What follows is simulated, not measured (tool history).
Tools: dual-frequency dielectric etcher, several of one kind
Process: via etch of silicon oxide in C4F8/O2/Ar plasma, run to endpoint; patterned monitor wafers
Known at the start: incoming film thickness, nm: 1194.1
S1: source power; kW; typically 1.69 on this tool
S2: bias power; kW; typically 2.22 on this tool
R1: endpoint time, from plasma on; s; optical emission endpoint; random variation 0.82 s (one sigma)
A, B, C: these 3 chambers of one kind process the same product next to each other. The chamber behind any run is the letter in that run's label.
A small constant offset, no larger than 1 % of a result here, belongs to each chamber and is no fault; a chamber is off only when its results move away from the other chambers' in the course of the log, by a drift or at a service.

{"run": "1A", "hour": 4.0, "S1": 1.69, "S2": 2.22, "R1": 244.22}
{"run": "2B", "hour": 8.7, "S1": 1.69, "S2": 2.22, "R1": 244.18}
{"run": "3C", "hour": 12.2, "S1": 1.69, "S2": 2.22, "R1": 246.63}
{"run": "4A", "hour": 17.7, "S1": 1.69, "S2": 2.22, "R1": 245.67}
{"run": "5C", "hour": 22.9, "S1": 1.69, "S2": 2.22, "R1": 246.84}
{"run": "6B", "hour": 26.3, "S1": 1.69, "S2": 2.22, "R1": 243.04}
{"run": "7C", "hour": 32.4, "S1": 1.69, "S2": 2.22, "R1": 246.01}
{"run": "8A", "hour": 36.1, "S1": 1.69, "S2": 2.22, "R1": 245.91}
{"run": "9B", "hour": 40.9, "S1": 1.69, "S2": 2.22, "R1": 243.66}
{"run": "10A", "hour": 47.5, "S1": 1.5, "S2": 2.631, "R1": 243.14}
{"run": "11B", "hour": 54.1, "S1": 1.5, "S2": 2.631, "R1": 242.62}
{"run": "12C", "hour": 59.9, "S1": 1.5, "S2": 2.631, "R1": 244.73}
{"run": "13A", "hour": 63.3, "S1": 1.69, "S2": 2.22, "R1": 243.02}
{"run": "14B", "hour": 68.7, "S1": 1.69, "S2": 2.22, "R1": 244.03}
{"run": "15C", "hour": 72.8, "S1": 1.69, "S2": 2.22, "R1": 244.55}
{"run": "16A", "hour": 79.3, "S1": 1.69, "S2": 2.22, "R1": 243.78}
{"run": "17B", "hour": 84.3, "S1": 1.69, "S2": 2.22, "R1": 243.59}
{"run": "18C", "hour": 89.9, "S1": 1.69, "S2": 2.22, "R1": 244.6}
{"run": "19A", "hour": 94.6, "S1": 1.69, "S2": 2.22, "R1": 244.22}
{"run": "20B", "hour": 99.7, "S1": 1.69, "S2": 2.22, "R1": 243.08}
{"run": "21C", "hour": 103.4, "S1": 1.69, "S2": 2.22, "R1": 246.08}
{"run": "22C", "hour": 106.8, "S1": 1.69, "S2": 2.22, "R1": 245.28}
{"run": "23B", "hour": 111.7, "S1": 1.86, "S2": 2.22, "R1": 234.09}
{"run": "24A", "hour": 118.1, "S1": 1.86, "S2": 2.22, "R1": 236.86}
{"run": "25B", "hour": 122.1, "S1": 1.86, "S2": 2.22, "R1": 234.89}
{"run": "26C", "hour": 125.5, "S1": 1.69, "S2": 2.22, "R1": 244.95}
{"run": "27A", "hour": 130.9, "S1": 1.69, "S2": 2.22, "R1": 244.29}
{"run": "28A", "hour": 136.9, "S1": 1.69, "S2": 2.22, "R1": 243.34}
{"run": "29C", "hour": 140.3, "S1": 1.69, "S2": 2.22, "R1": 245.77}
{"run": "30B", "hour": 144.7, "S1": 1.69, "S2": 2.22, "R1": 241.81}
{"hour": 145.7, "done": "chamber B: wet clean of the chamber"}
{"run": "31C", "hour": 148.6, "S1": 1.69, "S2": 2.22, "R1": 246.41}
{"run": "32B", "hour": 153.1, "S1": 1.69, "S2": 2.22, "R1": 242.99}
{"run": "33A", "hour": 156.1, "S1": 1.69, "S2": 2.22, "R1": 243.9}

All 3 chambers run these settings next. Forecast each chamber's results:
{"run": "34A", "hour": 160.9, "S1": 1.69, "S2": 2.22, "R1": "?"}
{"run": "34B", "hour": 160.9, "S1": 1.69, "S2": 2.22, "R1": "?"}
{"run": "34C", "hour": 160.9, "S1": 1.69, "S2": 2.22, "R1": "?"}

run=34A R1=243.74
run=34B R1=241.93
run=34C R1=246.66
